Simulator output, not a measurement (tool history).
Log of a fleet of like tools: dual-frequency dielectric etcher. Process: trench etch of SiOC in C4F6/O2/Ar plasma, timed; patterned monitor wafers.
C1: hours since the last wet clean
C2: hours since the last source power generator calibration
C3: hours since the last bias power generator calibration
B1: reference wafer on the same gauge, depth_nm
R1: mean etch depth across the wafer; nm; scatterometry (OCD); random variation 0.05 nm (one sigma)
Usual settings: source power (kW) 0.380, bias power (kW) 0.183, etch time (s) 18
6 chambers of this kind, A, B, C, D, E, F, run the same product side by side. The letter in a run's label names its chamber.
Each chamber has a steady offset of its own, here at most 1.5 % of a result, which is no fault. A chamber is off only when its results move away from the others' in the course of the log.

Run 1C, day 0.246: usual settings; C1 463.8; C2 2880.3; C3 25.2; B1 32.496. Result: R1 36.409 nm.
Run 2D, day 0.396: usual settings; C1 174.1; C2 3160.9; C3 3526.9; B1 32.501. Result: R1 36.598 nm.
Run 3B, day 0.583: usual settings; C1 57.4; C2 1443.5; C3 1610.1; B1 32.523. Result: R1 37.092 nm.
Run 4E, day 0.779: usual settings; C1 416.5; C2 526.2; C3 3439.2; B1 32.513. Result: R1 36.833 nm.
Run 5A, day 0.908: usual settings; C1 92.2; C2 534.7; C3 432.0; B1 32.522. Result: R1 37.046 nm.
Run 6F, day 1.150: usual settings; C1 383.4; C2 1223.5; C3 1593.7; B1 32.531. Result: R1 36.820 nm.
Run 7F, day 1.267: usual settings; C1 386.2; C2 1226.3; C3 1596.5; B1 32.528. Result: R1 36.829 nm.
Run 8D, day 1.483: usual settings; C1 200.2; C2 3187.0; C3 3553.0; B1 32.534. Result: R1 36.657 nm.
Run 9C, day 1.692: usual settings; C1 498.5; C2 2915.0; C3 59.9; B1 32.538. Result: R1 36.453 nm.
Run 10B, day 1.904: usual settings; C1 89.1; C2 1475.2; C3 1641.8; B1 32.525. Result: R1 37.123 nm.
At day 1.967: chamber C: wet clean of the chamber.
Run 11E, day 2.067: usual settings; C1 447.4; C2 557.1; C3 3470.1; B1 32.538. Result: R1 36.828 nm.
Run 12A, day 2.321: usual settings; C1 126.1; C2 568.6; C3 465.9; B1 32.545. Result: R1 37.110 nm.
Run 13B, day 2.571: usual settings but source power (kW) 0.410, etch time (s) 15; C1 105.1; C2 1491.2; C3 1657.8; B1 32.565. Result: R1 31.856 nm.
At day 2.633: chamber F: wet clean of the chamber.
Run 14F, day 2.817: usual settings but source power (kW) 0.410, etch time (s) 15; C1 4.5; C2 1263.5; C3 1633.7; B1 32.550. Result: R1 31.750 nm.
Run 15A, day 3.033: usual settings but source power (kW) 0.410, etch time (s) 15; C1 143.2; C2 585.7; C3 483.0; B1 32.560. Result: R1 31.818 nm.
Run 16E, day 3.183: usual settings but source power (kW) 0.410, etch time (s) 15; C1 474.2; C2 583.9; C3 3496.9; B1 32.578. Result: R1 31.640 nm.
At day 3.267: chamber E: wet clean of the chamber.
Run 17C, day 3.425: usual settings but source power (kW) 0.410, etch time (s) 15; C1 35.1; C2 2956.6; C3 101.5; B1 32.569. Result: R1 31.390 nm.
Run 18D, day 3.638: usual settings but source power (kW) 0.410, etch time (s) 15; C1 251.9; C2 3238.7; C3 3604.7; B1 32.574. Result: R1 31.562 nm.
Run 19B, day 3.854: usual settings; C1 135.9; C2 1522.0; C3 1688.6; B1 32.574. Result: R1 37.143 nm.
Run 20E, day 4.079: usual settings; C1 19.5; C2 605.4; C3 3518.4; B1 32.584. Result: R1 36.922 nm.
Run 21A, day 4.238: usual settings; C1 172.1; C2 614.6; C3 511.9; B1 32.585. Result: R1 37.133 nm.
Run 22C, day 4.350: usual settings but etch time (s) 14; C1 57.3; C2 2978.8; C3 123.7; B1 32.593. Result: R1 28.465 nm.
Run 23F, day 4.471: usual settings but etch time (s) 14; C1 44.2; C2 1303.2; C3 1673.4; B1 32.602. Result: R1 28.744 nm.
Run 24D, day 4.671: usual settings but etch time (s) 14; C1 276.7; C2 3263.5; C3 3629.5; B1 32.599. Result: R1 28.532 nm.
Run 25D, day 4.792: usual settings but etch time (s) 14; C1 279.6; C2 3266.4; C3 3632.4; B1 32.608. Result: R1 28.567 nm.
Run 26A, day 4.971: usual settings but etch time (s) 14; C1 189.7; C2 632.2; C3 529.5; B1 32.599. Result: R1 28.849 nm.
Run 27C, day 5.183: usual settings but etch time (s) 14; C1 77.3; C2 2998.8; C3 143.7; B1 32.601. Result: R1 28.436 nm.
Run 28E, day 5.442: usual settings; C1 52.2; C2 638.1; C3 3551.1; B1 32.624. Result: R1 36.930 nm.
Run 29B, day 5.592: usual settings; C1 177.6; C2 1563.7; C3 1730.3; B1 32.618. Result: R1 37.215 nm.
Run 30F, day 5.738: usual settings; C1 74.6; C2 1333.6; C3 1703.8; B1 32.621. Result: R1 36.957 nm.
Run 31E, day 5.854: usual settings; C1 62.1; C2 648.0; C3 3561.0; B1 32.634. Result: R1 36.878 nm.
Run 32D, day 6.050: usual settings; C1 309.8; C2 3296.6; C3 3662.6; B1 32.623. Result: R1 36.716 nm.
Run 33B, day 6.242: usual settings; C1 193.2; C2 1579.3; C3 1745.9; B1 32.628. Result: R1 37.248 nm.
Run 34A, day 6.392: usual settings; C1 223.8; C2 666.3; C3 563.6; B1 32.635. Result: R1 37.164 nm.
Run 35F, day 6.517: usual settings; C1 93.3; C2 1352.3; C3 1722.5; B1 32.649. Result: R1 37.062 nm.
Run 36C, day 6.767: usual settings; C1 115.3; C2 3036.8; C3 181.7; B1 32.649. Result: R1 36.640 nm.
Run 37F, day 6.975: usual settings but bias power (kW) 0.148; C1 104.3; C2 1363.3; C3 1733.5; B1 32.642. Result: R1 34.615 nm.
Run 38E, day 7.125: usual settings but bias power (kW) 0.148; C1 92.6; C2 678.5; C3 3591.5; B1 32.643. Result: R1 34.517 nm.
Run 39C, day 7.246: usual settings but bias power (kW) 0.148; C1 126.8; C2 3048.3; C3 193.2; B1 32.646. Result: R1 34.290 nm.
Run 40B, day 7.467: usual settings but bias power (kW) 0.148; C1 222.6; C2 1608.7; C3 1775.3; B1 32.674. Result: R1 34.872 nm.
Run 41D, day 7.679: usual settings but bias power (kW) 0.148; C1 348.9; C2 3335.7; C3 3701.7; B1 32.663. Result: R1 34.465 nm.
Run 42A, day 7.867: usual settings but bias power (kW) 0.148; C1 259.2; C2 701.7; C3 599.0; B1 32.659. Result: R1 34.834 nm.
Run 43B, day 8.021: usual settings; C1 235.9; C2 1622.0; C3 1788.6; B1 32.655. Result: R1 37.236 nm.
Run 44C, day 8.175: usual settings; C1 149.1; C2 3070.6; C3 215.5; B1 32.674. Result: R1 36.728 nm.

All 6 chambers run these settings next. Forecast each chamber's results:
Run 45A, day 8.362: usual settings. Result: R1 ?.
Run 45B, day 8.362: usual settings. Result: R1 ?.
Run 45C, day 8.362: usual settings. Result: R1 ?.
Run 45D, day 8.362: usual settings. Result: R1 ?.
Run 45E, day 8.362: usual settings. Result: R1 ?.
Run 45F, day 8.362: usual settings. Result: R1 ?.

run      R1
45A  37.256
45B  37.328
45C  36.678
45D  36.919
45E  37.024
45F  37.025
